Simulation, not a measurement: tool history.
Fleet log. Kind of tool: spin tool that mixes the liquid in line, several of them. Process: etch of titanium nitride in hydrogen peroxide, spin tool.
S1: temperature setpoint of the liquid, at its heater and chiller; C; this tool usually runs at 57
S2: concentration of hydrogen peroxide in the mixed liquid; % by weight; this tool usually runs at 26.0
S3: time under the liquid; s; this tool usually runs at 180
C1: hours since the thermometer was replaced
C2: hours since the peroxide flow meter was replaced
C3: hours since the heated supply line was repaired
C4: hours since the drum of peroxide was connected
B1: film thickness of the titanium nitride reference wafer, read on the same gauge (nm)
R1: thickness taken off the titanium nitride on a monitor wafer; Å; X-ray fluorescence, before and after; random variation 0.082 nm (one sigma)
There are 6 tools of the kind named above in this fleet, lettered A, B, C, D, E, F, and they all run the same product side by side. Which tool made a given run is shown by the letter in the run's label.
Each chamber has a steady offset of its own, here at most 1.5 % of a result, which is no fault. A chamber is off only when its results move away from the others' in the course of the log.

run	hour	S1	S2	S3	C1	C2	C3	C4	B1	R1
1B	14.1	57	26.0	180	564.4	1213.1	1143.0	70.2	90.004	132.540
2A	24.6	57	26.0	180	87.1	961.4	1718.2	423.4	90.023	133.550
3F	34.6	57	26.0	180	220.4	304.5	1632.9	266.8	89.987	132.460
4D	44.7	57	26.0	180	680.3	1208.9	1987.4	1042.2	90.014	134.560
5C	56.7	57	26.0	180	106.5	1166.2	57.5	399.9	89.998	130.620
# hour 63.2: chamber C: new drum of peroxide connected
6E	64.3	57	26.0	180	548.1	545.2	1147.4	353.3	90.012	132.660
7E	78.7	57	26.0	180	562.5	559.6	1161.8	367.7	90.014	132.220
8C	91.1	57	26.0	180	140.9	1200.6	91.9	28.0	90.009	131.990
# hour 92.3: chamber F: new drum of peroxide connected
9A	105.2	57	26.0	180	167.7	1042.0	1798.8	504.0	89.996	134.200
10B	116.2	57	26.0	180	666.5	1315.2	1245.1	172.3	89.988	133.470
# hour 129.4: chamber E: thermometer replaced
11F	130.2	57	26.0	180	316.0	400.1	1728.5	38.0	89.995	131.510
12D	140.2	57	26.0	70	775.8	1304.4	2082.9	1137.7	90.016	51.684
# hour 147.6: chamber D: new drum of peroxide connected
13A	152.8	57	26.0	70	215.3	1089.6	1846.4	551.6	90.006	51.754
14E	165.8	57	26.0	70	36.5	646.7	1248.9	454.8	89.997	51.278
15F	177.0	57	26.0	70	362.8	446.9	1775.3	84.8	90.018	51.464
16D	189.2	57	26.0	70	824.8	1353.4	2131.9	41.6	90.004	51.844
# hour 189.8: chamber F: heated supply line repaired
17B	200.5	57	26.0	70	750.8	1399.5	1329.4	256.6	89.980	51.087
18C	209.0	57	26.0	180	258.8	1318.5	209.8	145.9	90.010	130.610
19E	219.6	57	26.0	180	90.3	700.5	1302.7	508.6	89.976	130.720
20A	230.9	57	26.0	180	293.4	1167.7	1924.5	629.7	89.992	135.190
21B	242.7	57	26.0	180	793.0	1441.7	1371.6	298.8	90.014	133.260
22F	256.0	57	26.0	180	441.8	525.9	66.3	163.8	89.981	131.900
23C	268.3	57	26.0	180	318.1	1377.8	269.1	205.2	90.014	131.820
24D	277.7	57	22.5	145	913.3	1441.9	2220.4	130.1	89.974	102.780
25C	292.3	57	22.5	145	342.1	1401.8	293.1	229.2	89.989	101.580
26E	304.5	57	22.5	145	175.2	785.4	1387.6	593.5	89.969	102.590
27A	318.9	57	22.5	145	381.4	1255.7	2012.5	717.7	89.995	103.370
28D	328.4	57	22.5	145	964.0	1492.6	2271.1	180.8	89.993	100.820
# hour 333.5: chamber A: new drum of peroxide connected
29B	339.9	57	22.5	145	890.2	1538.9	1468.8	396.0	89.991	102.790
30F	353.5	57	26.0	180	539.3	623.4	163.8	261.3	89.988	131.710
31A	360.7	57	26.0	180	423.2	1297.5	2054.3	27.3	90.005	133.330
32E	367.4	57	26.0	180	238.1	848.3	1450.5	656.4	90.018	133.330
33C	382.0	57	26.0	180	431.8	1491.5	382.8	318.9	90.012	132.880
34F	395.7	57	26.0	180	581.5	665.6	206.0	303.5	89.983	131.490
35B	402.6	57	26.0	105	952.9	1601.6	1531.5	458.7	89.992	77.219
36D	412.4	57	26.0	105	1048.0	1576.6	2355.1	264.8	89.998	73.239
37C	420.2	57	26.0	105	470.0	1529.7	421.0	357.1	89.987	77.054
# hour 429.1: chamber F: thermometer replaced
# hour 431.6: chamber F: new drum of peroxide connected
38F	432.6	57	26.0	105	3.6	702.5	242.9	1.0	89.995	76.783
39B	440.3	57	26.0	105	990.6	1639.3	1569.2	496.4	89.982	77.911
40A	450.8	57	26.0	105	513.3	1387.6	2144.4	117.4	90.001	78.359

All 6 chambers run these settings next. Forecast each chamber's results:
41A	461.4	57	26.0	180						?
41B	461.4	57	26.0	180						?
41C	461.4	57	26.0	180						?
41D	461.4	57	26.0	180						?
41E	461.4	57	26.0	180						?
41F	461.4	57	26.0	180						?

run	R1
41A	133.380
41B	132.930
41C	132.160
41D	123.620
41E	130.430
41F	131.970

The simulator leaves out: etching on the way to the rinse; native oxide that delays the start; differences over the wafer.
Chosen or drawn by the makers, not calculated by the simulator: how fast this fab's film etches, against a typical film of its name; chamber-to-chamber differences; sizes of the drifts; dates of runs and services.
